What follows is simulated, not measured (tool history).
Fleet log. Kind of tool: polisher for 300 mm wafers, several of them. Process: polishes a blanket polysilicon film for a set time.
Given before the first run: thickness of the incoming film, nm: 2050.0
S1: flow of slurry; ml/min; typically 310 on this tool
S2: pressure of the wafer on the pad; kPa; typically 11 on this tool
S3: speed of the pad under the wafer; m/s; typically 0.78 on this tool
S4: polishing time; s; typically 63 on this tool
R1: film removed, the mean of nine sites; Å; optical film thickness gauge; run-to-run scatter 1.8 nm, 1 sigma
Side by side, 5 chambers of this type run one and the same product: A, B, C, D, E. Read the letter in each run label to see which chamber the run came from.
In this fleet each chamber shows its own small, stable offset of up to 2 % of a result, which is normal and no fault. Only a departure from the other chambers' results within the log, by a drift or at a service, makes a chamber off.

{"run": "1A", "hour": 5.3, "S1": 310, "S2": 11, "S3": 0.78, "S4": 63, "R1": 2127.8}
{"run": "2C", "hour": 9.2, "S1": 310, "S2": 11, "S3": 0.78, "S4": 63, "R1": 2085.7}
{"run": "3E", "hour": 15.1, "S1": 310, "S2": 11, "S3": 0.78, "S4": 63, "R1": 2075.4}
{"run": "4B", "hour": 21.1, "S1": 310, "S2": 11, "S3": 0.78, "S4": 63, "R1": 2075}
{"run": "5D", "hour": 25.2, "S1": 310, "S2": 11, "S3": 0.78, "S4": 63, "R1": 2086}
{"run": "6C", "hour": 29.5, "S1": 310, "S2": 11, "S3": 0.78, "S4": 63, "R1": 2059.4}
{"hour": 33.4, "done": "chamber C: worn pad replaced by a new one"}
{"run": "7A", "hour": 33.6, "S1": 310, "S2": 11, "S3": 0.78, "S4": 63, "R1": 2131.8}
{"hour": 35.6, "done": "chamber E: worn pad replaced by a new one"}
{"hour": 38.7, "done": "chamber D: slurry nozzle cleaned"}
{"run": "8E", "hour": 39.6, "S1": 310, "S2": 11, "S3": 0.78, "S4": 45, "R1": 1498.9}
{"run": "9B", "hour": 44.3, "S1": 310, "S2": 11, "S3": 0.78, "S4": 45, "R1": 1461.8}
{"run": "10D", "hour": 48.4, "S1": 310, "S2": 11, "S3": 0.78, "S4": 45, "R1": 1496.7}
{"run": "11B", "hour": 54.2, "S1": 310, "S2": 11, "S3": 0.78, "S4": 45, "R1": 1484}
{"run": "12D", "hour": 57.6, "S1": 310, "S2": 11, "S3": 0.78, "S4": 45, "R1": 1484.4}
{"run": "13E", "hour": 63.2, "S1": 250, "S2": 7.6, "S3": 0.78, "S4": 63, "R1": 1384.9}
{"run": "14C", "hour": 66.2, "S1": 250, "S2": 7.6, "S3": 0.78, "S4": 63, "R1": 1397.9}
{"run": "15A", "hour": 70.6, "S1": 250, "S2": 7.6, "S3": 0.78, "S4": 63, "R1": 1438}
{"hour": 74.6, "done": "chamber D: worn pad replaced by a new one"}
{"run": "16A", "hour": 74.8, "S1": 250, "S2": 7.6, "S3": 0.78, "S4": 63, "R1": 1443}
{"run": "17E", "hour": 78.0, "S1": 250, "S2": 7.6, "S3": 0.78, "S4": 63, "R1": 1402.6}
{"run": "18B", "hour": 84.3, "S1": 310, "S2": 11, "S3": 0.78, "S4": 63, "R1": 2015.9}
{"run": "19C", "hour": 88.8, "S1": 310, "S2": 11, "S3": 0.78, "S4": 63, "R1": 2089.5}
{"run": "20D", "hour": 93.3, "S1": 310, "S2": 11, "S3": 0.78, "S4": 63, "R1": 2105.9}
{"hour": 93.7, "done": "chamber C: head pressure recalibrated"}
{"run": "21C", "hour": 96.8, "S1": 310, "S2": 11, "S3": 0.78, "S4": 63, "R1": 2078.6}
{"run": "22A", "hour": 100.9, "S1": 310, "S2": 11, "S3": 0.78, "S4": 63, "R1": 2115.7}
{"hour": 104.5, "done": "chamber C: worn pad replaced by a new one"}
{"run": "23E", "hour": 105.7, "S1": 310, "S2": 11, "S3": 0.78, "S4": 63, "R1": 2085.1}
{"hour": 108.5, "done": "chamber A: worn pad replaced by a new one"}
{"run": "24B", "hour": 109.0, "S1": 310, "S2": 11, "S3": 0.78, "S4": 63, "R1": 1951.6}
{"run": "25D", "hour": 114.8, "S1": 310, "S2": 11, "S3": 0.78, "S4": 63, "R1": 2081.6}
{"hour": 115.7, "done": "chamber E: worn pad replaced by a new one"}
{"run": "26D", "hour": 120.2, "S1": 310, "S2": 11, "S3": 0.78, "S4": 63, "R1": 2096.4}
{"hour": 123.0, "done": "chamber D: head pressure recalibrated"}
{"run": "27A", "hour": 124.3, "S1": 310, "S2": 11, "S3": 0.78, "S4": 63, "R1": 2136.9}
{"run": "28C", "hour": 127.3, "S1": 310, "S2": 11, "S3": 0.78, "S4": 63, "R1": 2119.3}
{"run": "29B", "hour": 130.9, "S1": 310, "S2": 11, "S3": 0.78, "S4": 63, "R1": 1972.3}
{"run": "30E", "hour": 135.6, "S1": 310, "S2": 11, "S3": 0.78, "S4": 63, "R1": 2095.2}
{"run": "31D", "hour": 139.9, "S1": 310, "S2": 11, "S3": 0.78, "S4": 63, "R1": 2075.2}

Is one chamber out of step, is the gauge drifting, or do the chambers differ by no more than their own small offsets? For an off chamber, give its letter and the likeliest cause.

One chamber, B, drifts off from the rest bit by bit.
Likeliest cause: removal rate lost through wear of the pad, % = 7.04.
Not necessarily distinguishable in this log from: head's pressure below its setpoint, %.

Chamber B could run next with any of the 4 candidate recipes listed below; each alters the usual settings, and their results appear as question marks. Which one brings its results back in line with what the other chambers deliver on the usual settings?
Counts as in line when no further than this from what the other chambers average on the usual settings: R1 63 Å
{"run": "32B-1", "hour": 144.6, "S1": 310, "S2": 11, "S3": 0.84, "S4": 68, "R1": "?"}
{"run": "32B-2", "hour": 144.6, "S1": 310, "S2": 11, "S3": 0.74, "S4": 61, "R1": "?"}
{"run": "32B-3", "hour": 144.6, "S1": 305, "S2": 11, "S3": 0.78, "S4": 54, "R1": "?"}
{"run": "32B-4", "hour": 144.6, "S1": 310, "S2": 11.7, "S3": 0.78, "S4": 65, "R1": "?"}

Other chambers, usual settings, mean: R1 2105.4 Å
run=32B-1 R1=2267.2
run=32B-2 R1=1788.3
run=32B-3 R1=1667.6
run=32B-4 R1=2137.3
Change 32B-4 lands the chamber within the allowed miss of the other chambers.
